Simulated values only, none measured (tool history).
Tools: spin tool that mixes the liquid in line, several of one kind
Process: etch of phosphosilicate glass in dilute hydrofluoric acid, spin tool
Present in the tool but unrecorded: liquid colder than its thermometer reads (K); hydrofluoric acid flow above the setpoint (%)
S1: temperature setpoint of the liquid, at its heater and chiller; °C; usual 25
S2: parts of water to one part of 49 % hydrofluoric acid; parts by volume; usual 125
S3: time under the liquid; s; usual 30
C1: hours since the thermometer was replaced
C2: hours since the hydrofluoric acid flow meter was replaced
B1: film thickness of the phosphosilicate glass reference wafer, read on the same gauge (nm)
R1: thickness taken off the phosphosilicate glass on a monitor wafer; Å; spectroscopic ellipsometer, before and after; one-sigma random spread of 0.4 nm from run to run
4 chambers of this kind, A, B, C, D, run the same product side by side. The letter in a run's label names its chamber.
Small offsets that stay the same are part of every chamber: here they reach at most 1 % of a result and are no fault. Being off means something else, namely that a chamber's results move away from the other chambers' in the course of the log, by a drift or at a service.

{"run": "1B", "hour": 3.9, "S1": 25, "S2": 125, "S3": 30, "C1": 557.7, "C2": 682.8, "B1": 60.002, "R1": 410.39}
{"run": "2D", "hour": 7.2, "S1": 25, "S2": 125, "S3": 30, "C1": 818.8, "C2": 963.1, "B1": 60.008, "R1": 407.46}
{"run": "3C", "hour": 10.4, "S1": 25, "S2": 125, "S3": 30, "C1": 224.4, "C2": 1853.7, "B1": 60.02, "R1": 413.94}
{"run": "4A", "hour": 13.5, "S1": 25, "S2": 125, "S3": 30, "C1": 1064.5, "C2": 482, "B1": 60.005, "R1": 415.3}
{"run": "5A", "hour": 16.5, "S1": 25, "S2": 75, "S3": 30, "C1": 1067.5, "C2": 485, "B1": 59.989, "R1": 717.99}
{"run": "6D", "hour": 20.4, "S1": 25, "S2": 75, "S3": 30, "C1": 832, "C2": 976.3, "B1": 60.006, "R1": 732.46}
{"run": "7B", "hour": 23.2, "S1": 25, "S2": 75, "S3": 30, "C1": 577, "C2": 702.1, "B1": 60.006, "R1": 724}
{"run": "8C", "hour": 26.3, "S1": 25, "S2": 75, "S3": 30, "C1": 240.3, "C2": 1869.6, "B1": 59.979, "R1": 738.81}
{"run": "9A", "hour": 30.2, "S1": 27, "S2": 90, "S3": 30, "C1": 1081.2, "C2": 498.7, "B1": 60.003, "R1": 637.03}
{"run": "10C", "hour": 34.4, "S1": 27, "S2": 90, "S3": 30, "C1": 248.4, "C2": 1877.7, "B1": 59.995, "R1": 654.94}
{"run": "11D", "hour": 38.6, "S1": 27, "S2": 90, "S3": 30, "C1": 850.2, "C2": 994.5, "B1": 59.985, "R1": 648.48}
{"run": "12B", "hour": 42.9, "S1": 27, "S2": 90, "S3": 30, "C1": 596.7, "C2": 721.8, "B1": 60.005, "R1": 666.25}
{"run": "13C", "hour": 47.1, "S1": 25, "S2": 125, "S3": 30, "C1": 261.1, "C2": 1890.4, "B1": 60.023, "R1": 413.38}
{"run": "14D", "hour": 49.3, "S1": 25, "S2": 125, "S3": 30, "C1": 860.9, "C2": 1005.2, "B1": 60.006, "R1": 415.86}
{"run": "15A", "hour": 52.5, "S1": 25, "S2": 125, "S3": 30, "C1": 1103.5, "C2": 521, "B1": 60.007, "R1": 409.11}
{"run": "16B", "hour": 56.7, "S1": 25, "S2": 125, "S3": 30, "C1": 610.5, "C2": 735.6, "B1": 60.006, "R1": 427.61}
{"run": "17B", "hour": 59.8, "S1": 25, "S2": 155, "S3": 45, "C1": 613.6, "C2": 738.7, "B1": 59.984, "R1": 506.73}
{"run": "18D", "hour": 63.9, "S1": 25, "S2": 155, "S3": 45, "C1": 875.5, "C2": 1019.8, "B1": 60.006, "R1": 475.67}
{"run": "19C", "hour": 67.6, "S1": 25, "S2": 155, "S3": 45, "C1": 281.6, "C2": 1910.9, "B1": 59.982, "R1": 478.06}
{"run": "20A", "hour": 70.0, "S1": 25, "S2": 155, "S3": 45, "C1": 1121, "C2": 538.5, "B1": 60.027, "R1": 476.02}
{"run": "21D", "hour": 74.2, "S1": 27.5, "S2": 125, "S3": 30, "C1": 885.8, "C2": 1030.1, "B1": 59.991, "R1": 449.05}
{"run": "22B", "hour": 77.3, "S1": 27.5, "S2": 125, "S3": 30, "C1": 631.1, "C2": 756.2, "B1": 59.995, "R1": 484.34}
{"run": "23C", "hour": 80.3, "S1": 27.5, "S2": 125, "S3": 30, "C1": 294.3, "C2": 1923.6, "B1": 60.018, "R1": 460}
{"run": "24A", "hour": 84.0, "S1": 27.5, "S2": 125, "S3": 30, "C1": 1135, "C2": 552.5, "B1": 59.978, "R1": 453.16}
{"run": "25C", "hour": 86.3, "S1": 25, "S2": 125, "S3": 30, "C1": 300.3, "C2": 1929.6, "B1": 60.004, "R1": 408.82}
{"run": "26B", "hour": 88.4, "S1": 25, "S2": 125, "S3": 30, "C1": 642.2, "C2": 767.3, "B1": 59.988, "R1": 445.78}
{"run": "27A", "hour": 90.3, "S1": 25, "S2": 125, "S3": 30, "C1": 1141.3, "C2": 558.8, "B1": 60.003, "R1": 410.56}
{"run": "28D", "hour": 92.7, "S1": 25, "S2": 125, "S3": 30, "C1": 904.3, "C2": 1048.6, "B1": 59.991, "R1": 411.25}
{"run": "29A", "hour": 96.8, "S1": 25, "S2": 125, "S3": 30, "C1": 1147.8, "C2": 565.3, "B1": 59.992, "R1": 406.52}
{"run": "30C", "hour": 99.8, "S1": 25, "S2": 125, "S3": 30, "C1": 313.8, "C2": 1943.1, "B1": 60.002, "R1": 409.63}
{"run": "31B", "hour": 102.5, "S1": 25, "S2": 125, "S3": 30, "C1": 656.3, "C2": 781.4, "B1": 60.007, "R1": 452.03}

Decide between three cases: one chamber stands off from its peers, the gauge reading all wafers drifts, or nothing is wrong past each chamber's small offset. Where a chamber is off, say which and what most likely put it there.

Little by little, chamber B moves away from the other chambers.
Cause: hydrofluoric acid flow above the setpoint (%) = 9.29.
The log might look much the same if the cause were instead: liquid hotter than its thermometer reads (K).

Which of the 4 candidates below, each the usual settings with something changed and its results left as question marks, puts chamber B back in line with what the other chambers give on the usual settings?
In line here means within this much of the mean the other chambers give on the usual settings: R1 14 Å
{"run": "32B-1", "hour": 105.6, "S1": 25, "S2": 135, "S3": 30, "R1": "?"}
{"run": "32B-2", "hour": 105.6, "S1": 25, "S2": 115, "S3": 30, "R1": "?"}
{"run": "32B-3", "hour": 105.6, "S1": 24, "S2": 125, "S3": 30, "R1": "?"}
{"run": "32B-4", "hour": 105.6, "S1": 25, "S2": 120, "S3": 30, "R1": "?"}

Usual-settings mean across the other chambers: R1 410.12 Å
run=32B-1 R1=411.84
run=32B-2 R1=493.1
run=32B-3 R1=431.85
run=32B-4 R1=470.23
The answer is 32B-1, which returns the chamber to within the allowed miss of the others.
